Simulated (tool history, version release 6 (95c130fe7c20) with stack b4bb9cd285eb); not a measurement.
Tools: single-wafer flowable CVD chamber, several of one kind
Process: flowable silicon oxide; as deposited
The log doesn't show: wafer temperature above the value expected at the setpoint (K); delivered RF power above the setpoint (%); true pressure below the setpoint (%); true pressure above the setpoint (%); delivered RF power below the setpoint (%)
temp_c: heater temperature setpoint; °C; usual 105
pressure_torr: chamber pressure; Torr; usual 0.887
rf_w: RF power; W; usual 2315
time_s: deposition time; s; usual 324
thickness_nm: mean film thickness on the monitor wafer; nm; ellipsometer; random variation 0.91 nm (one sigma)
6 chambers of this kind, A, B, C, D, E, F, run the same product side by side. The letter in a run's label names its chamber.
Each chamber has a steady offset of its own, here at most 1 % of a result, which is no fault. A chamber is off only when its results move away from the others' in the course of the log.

| run | day | temp_c | pressure_torr | rf_w | time_s | hours since the last thermocouple change | hours since the last RF generator calibration | hours since the last manometer calibration | read-back reference wafer on the same gauge, thickness_nm | thickness_nm |
|---|---|---|---|---|---|---|---|---|---|---|
| 1A | 0.358 | 105 | 0.887 | 2315 | 324 | 989.4 | 1042.4 | 901.3 | 172.98 | 192.71 |
| 2B | 0.675 | 105 | 0.887 | 2315 | 324 | 697.6 | 1793.9 | 440.2 | 172.94 | 195.64 |
| 3D | 1.046 | 105 | 0.887 | 2315 | 324 | 1225.2 | 1512.3 | 1074.7 | 173.01 | 193.7 |
| 4C | 1.45 | 105 | 0.887 | 2315 | 324 | 1718.3 | 2078.3 | 429.8 | 172.97 | 195.79 |
| 5E | 1.804 | 105 | 0.887 | 2315 | 345 | 1156.3 | 967.4 | 604.7 | 173.04 | 211.36 |
| 6F | 2.138 | 105 | 0.887 | 2315 | 345 | 667.9 | 963.2 | 69.9 | 173.18 | 206.3 |
| 7C | 2.425 | 105 | 0.887 | 2315 | 345 | 1741.7 | 2101.7 | 453.2 | 172.83 | 207.46 |
| 8A | 2.675 | 105 | 0.887 | 2315 | 345 | 1045 | 1098 | 956.9 | 173.08 | 205.55 |
| 9B | 3.004 | 105 | 0.887 | 2315 | 345 | 753.5 | 1849.8 | 496.1 | 173.02 | 206.94 |
| 10F | 3.279 | 105 | 0.887 | 2315 | 345 | 695.3 | 990.6 | 97.3 | 172.75 | 207.29 |
| 11D | 3.675 | 105 | 0.887 | 2315 | 324 | 1288.3 | 1575.4 | 1137.8 | 172.86 | 194.2 |
| 12E | 3.946 | 105 | 0.887 | 2315 | 324 | 1207.7 | 1018.8 | 656.1 | 173.12 | 194.93 |
| 13F | 4.196 | 105 | 0.887 | 2315 | 324 | 717.3 | 1012.6 | 119.3 | 173.2 | 193.57 |
| 14B | 4.458 | 105 | 0.887 | 2315 | 324 | 788.4 | 1884.7 | 531 | 172.9 | 194.61 |
| 15E | 4.796 | 105 | 0.887 | 2315 | 324 | 1228.1 | 1039.2 | 676.5 | 173 | 196.04 |
| 16A | 5.183 | 105 | 0.686 | 2315 | 324 | 1105.2 | 1158.2 | 1017.1 | 173.01 | 139.39 |
| 17D | 5.583 | 105 | 0.686 | 2315 | 324 | 1334.1 | 1621.2 | 1183.6 | 172.95 | 139.38 |
| 18C | 5.904 | 105 | 0.686 | 2315 | 324 | 1825.2 | 2185.2 | 536.7 | 172.88 | 139.14 |
| 19D | 6.283 | 105 | 0.686 | 2315 | 324 | 1350.9 | 1638 | 1200.4 | 172.92 | 138.61 |
| 20A | 6.667 | 105 | 0.686 | 2315 | 324 | 1140.8 | 1193.8 | 1052.7 | 172.83 | 138.43 |
| 21F | 7.062 | 105 | 0.686 | 2315 | 324 | 786.1 | 1081.4 | 188.1 | 173.17 | 137 |
| 22C | 7.25 | 105 | 0.998 | 2500 | 324 | 1857.5 | 2217.5 | 569 | 172.88 | 227.17 |
| 23B | 7.529 | 105 | 0.998 | 2500 | 324 | 862.1 | 1958.4 | 604.7 | 173.08 | 229.46 |
| 24E | 7.762 | 105 | 0.998 | 2500 | 324 | 1299.3 | 1110.4 | 747.7 | 172.9 | 231.09 |
| 25B | 8.079 | 105 | 0.998 | 2500 | 324 | 875.3 | 1971.6 | 617.9 | 173.08 | 227.48 |
| 26D | 8.362 | 105 | 0.998 | 2500 | 324 | 1400.8 | 1687.9 | 1250.3 | 173.17 | 227.73 |
| 27E | 8.7 | 105 | 0.998 | 2500 | 324 | 1321.8 | 1132.9 | 770.2 | 173.19 | 227.3 |
| 28A | 9.096 | 101 | 1.063 | 2315 | 324 | 1199.1 | 1252.1 | 1111 | 172.82 | 273.13 |
| 29C | 9.362 | 101 | 1.063 | 2315 | 324 | 1908.2 | 2268.2 | 619.7 | 172.94 | 276.55 |
| 30F | 9.658 | 101 | 1.063 | 2315 | 324 | 848.4 | 1143.7 | 250.4 | 172.86 | 271.23 |
| 31E | 9.983 | 101 | 1.063 | 2315 | 324 | 1352.6 | 1163.7 | 801 | 172.93 | 277.37 |
|  | 10.012 | chamber F: RF generator calibrated |
| 32D | 10.183 | 101 | 1.063 | 2315 | 324 | 1444.5 | 1731.6 | 1294 | 173.1 | 278.48 |
| 33A | 10.462 | 101 | 1.063 | 2315 | 324 | 1231.9 | 1284.9 | 1143.8 | 173 | 274.34 |
|  | 10.471 | chamber E: thermocouple changed; heater temperature recalibrated |
| 34B | 10.875 | 105 | 0.887 | 2315 | 324 | 942.4 | 2038.7 | 685 | 172.83 | 194.92 |
|  | 11.267 | chamber E: RF generator calibrated |
| 35C | 11.283 | 105 | 0.887 | 2315 | 324 | 1954.3 | 2314.3 | 665.8 | 173.15 | 194.89 |
| 36F | 11.488 | 105 | 0.887 | 2315 | 324 | 892.3 | 35.5 | 294.3 | 172.93 | 188.58 |
| 37D | 11.679 | 105 | 0.744 | 2315 | 324 | 1480.4 | 1767.5 | 1329.9 | 172.82 | 155.67 |
| 38E | 11.962 | 105 | 0.744 | 2315 | 324 | 35.8 | 16.7 | 848.5 | 173.16 | 157.35 |
| 39A | 12.225 | 105 | 0.744 | 2315 | 324 | 1274.2 | 1327.2 | 1186.1 | 172.93 | 154.47 |

Next, every chamber runs the same settings. What will each give?
| 40A | 12.533 | 105 | 0.887 | 2315 | 324 |  |  |  |  | ? |
| 40B | 12.533 | 105 | 0.887 | 2315 | 324 |  |  |  |  | ? |
| 40C | 12.533 | 105 | 0.887 | 2315 | 324 |  |  |  |  | ? |
| 40D | 12.533 | 105 | 0.887 | 2315 | 324 |  |  |  |  | ? |
| 40E | 12.533 | 105 | 0.887 | 2315 | 324 |  |  |  |  | ? |
| 40F | 12.533 | 105 | 0.887 | 2315 | 324 |  |  |  |  | ? |

| run | thickness_nm |
|---|---|
| 40A | 193.07 |
| 40B | 194.59 |
| 40C | 193.25 |
| 40D | 193.59 |
| 40E | 197 |
| 40F | 188.31 |
